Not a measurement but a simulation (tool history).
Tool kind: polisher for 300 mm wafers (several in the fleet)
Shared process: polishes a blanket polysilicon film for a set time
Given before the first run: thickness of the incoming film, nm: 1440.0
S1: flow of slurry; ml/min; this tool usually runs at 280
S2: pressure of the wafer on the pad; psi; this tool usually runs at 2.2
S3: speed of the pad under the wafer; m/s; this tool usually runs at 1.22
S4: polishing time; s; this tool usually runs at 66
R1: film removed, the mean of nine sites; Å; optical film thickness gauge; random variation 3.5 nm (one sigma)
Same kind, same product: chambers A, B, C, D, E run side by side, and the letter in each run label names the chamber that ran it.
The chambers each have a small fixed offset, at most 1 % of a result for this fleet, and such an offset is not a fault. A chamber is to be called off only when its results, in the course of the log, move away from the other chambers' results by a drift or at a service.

{"run": "1C", "hour": 6.4, "S1": 280, "S2": 2.2, "S3": 1.22, "S4": 66, "R1": 5449.2}
{"run": "2B", "hour": 12.8, "S1": 280, "S2": 2.2, "S3": 1.22, "S4": 66, "R1": 5486.3}
{"run": "3E", "hour": 19.5, "S1": 280, "S2": 2.2, "S3": 1.22, "S4": 66, "R1": 5478.7}
{"hour": 22.9, "done": "chamber E: worn pad replaced by a new one"}
{"run": "4D", "hour": 23.0, "S1": 280, "S2": 2.2, "S3": 1.22, "S4": 66, "R1": 5502.2}
{"run": "5A", "hour": 28.5, "S1": 280, "S2": 2.9, "S3": 1.42, "S4": 66, "R1": 8421.2}
{"run": "6C", "hour": 34.7, "S1": 280, "S2": 2.9, "S3": 1.42, "S4": 66, "R1": 8476.7}
{"hour": 39.1, "done": "chamber D: worn pad replaced by a new one"}
{"run": "7B", "hour": 40.6, "S1": 280, "S2": 2.9, "S3": 1.42, "S4": 66, "R1": 8321.1}
{"run": "8E", "hour": 47.2, "S1": 280, "S2": 2.9, "S3": 1.42, "S4": 66, "R1": 8385.3}
{"run": "9D", "hour": 51.3, "S1": 280, "S2": 2.9, "S3": 1.42, "S4": 66, "R1": 8372.2}
{"run": "10A", "hour": 57.6, "S1": 280, "S2": 2.2, "S3": 1.22, "S4": 66, "R1": 5376.3}
{"hour": 59.0, "done": "chamber A: slurry nozzle cleaned"}
{"run": "11B", "hour": 61.4, "S1": 280, "S2": 2.2, "S3": 1.22, "S4": 66, "R1": 5378.6}
{"hour": 63.6, "done": "chamber C: worn pad replaced by a new one"}
{"run": "12D", "hour": 65.6, "S1": 235, "S2": 2.2, "S3": 1.22, "S4": 66, "R1": 5332.3}
{"run": "13E", "hour": 69.4, "S1": 235, "S2": 2.2, "S3": 1.22, "S4": 66, "R1": 5336}
{"hour": 70.9, "done": "chamber E: worn pad replaced by a new one"}
{"run": "14A", "hour": 74.0, "S1": 235, "S2": 2.2, "S3": 1.22, "S4": 66, "R1": 5322.5}
{"run": "15C", "hour": 79.5, "S1": 235, "S2": 2.2, "S3": 1.22, "S4": 66, "R1": 5328.7}
{"hour": 81.4, "done": "chamber A: worn pad replaced by a new one"}
{"hour": 84.7, "done": "chamber D: worn pad replaced by a new one"}
{"run": "16A", "hour": 86.6, "S1": 235, "S2": 2.2, "S3": 1.22, "S4": 66, "R1": 5355.5}
{"run": "17B", "hour": 91.7, "S1": 280, "S2": 2.2, "S3": 1.22, "S4": 66, "R1": 5290.6}
{"run": "18E", "hour": 97.8, "S1": 280, "S2": 2.2, "S3": 1.22, "S4": 66, "R1": 5467.8}
{"run": "19C", "hour": 103.2, "S1": 280, "S2": 2.2, "S3": 1.22, "S4": 66, "R1": 5469.2}
{"hour": 106.8, "done": "chamber C: head pressure recalibrated"}
{"run": "20D", "hour": 110.7, "S1": 280, "S2": 2.2, "S3": 1.22, "S4": 66, "R1": 5441.6}
{"hour": 114.4, "done": "chamber E: worn pad replaced by a new one"}
{"run": "21A", "hour": 118.6, "S1": 280, "S2": 2.2, "S3": 1.22, "S4": 66, "R1": 5428.4}
{"run": "22E", "hour": 124.1, "S1": 280, "S2": 2.2, "S3": 1.22, "S4": 66, "R1": 5410}
{"hour": 128.0, "done": "chamber D: worn pad replaced by a new one"}
{"run": "23D", "hour": 131.1, "S1": 280, "S2": 2.2, "S3": 1.22, "S4": 66, "R1": 5419.8}
{"run": "24C", "hour": 137.6, "S1": 280, "S2": 2.2, "S3": 1.22, "S4": 66, "R1": 5546.5}
{"run": "25B", "hour": 141.9, "S1": 280, "S2": 2.2, "S3": 1.22, "S4": 66, "R1": 5074.3}
{"run": "26B", "hour": 147.4, "S1": 280, "S2": 2.2, "S3": 1.22, "S4": 66, "R1": 5115.1}
{"run": "27A", "hour": 153.7, "S1": 280, "S2": 2.2, "S3": 1.22, "S4": 66, "R1": 5460.2}
{"hour": 154.7, "done": "chamber C: worn pad replaced by a new one"}
{"hour": 160.3, "done": "chamber E: worn pad replaced by a new one"}
{"run": "28D", "hour": 161.7, "S1": 280, "S2": 2.2, "S3": 1.22, "S4": 66, "R1": 5413.6}
{"run": "29C", "hour": 166.3, "S1": 280, "S2": 2.2, "S3": 1.22, "S4": 66, "R1": 5476.6}
{"run": "30E", "hour": 172.6, "S1": 280, "S2": 2.2, "S3": 1.22, "S4": 66, "R1": 5430.7}
{"run": "31E", "hour": 177.7, "S1": 280, "S2": 2.2, "S3": 1.22, "S4": 66, "R1": 5385.5}
{"run": "32C", "hour": 181.7, "S1": 185, "S2": 2.2, "S3": 1.22, "S4": 66, "R1": 5208.6}

Each of the 5 chambers runs these same settings next. Fill in every chamber's results:
{"run": "33A", "hour": 187.6, "S1": 280, "S2": 2.2, "S3": 1.22, "S4": 66, "R1": "?"}
{"run": "33B", "hour": 187.6, "S1": 280, "S2": 2.2, "S3": 1.22, "S4": 66, "R1": "?"}
{"run": "33C", "hour": 187.6, "S1": 280, "S2": 2.2, "S3": 1.22, "S4": 66, "R1": "?"}
{"run": "33D", "hour": 187.6, "S1": 280, "S2": 2.2, "S3": 1.22, "S4": 66, "R1": "?"}
{"run": "33E", "hour": 187.6, "S1": 280, "S2": 2.2, "S3": 1.22, "S4": 66, "R1": "?"}

run=33A R1=5430.5
run=33B R1=5002.5
run=33C R1=5501.3
run=33D R1=5473.6
run=33E R1=5387.5
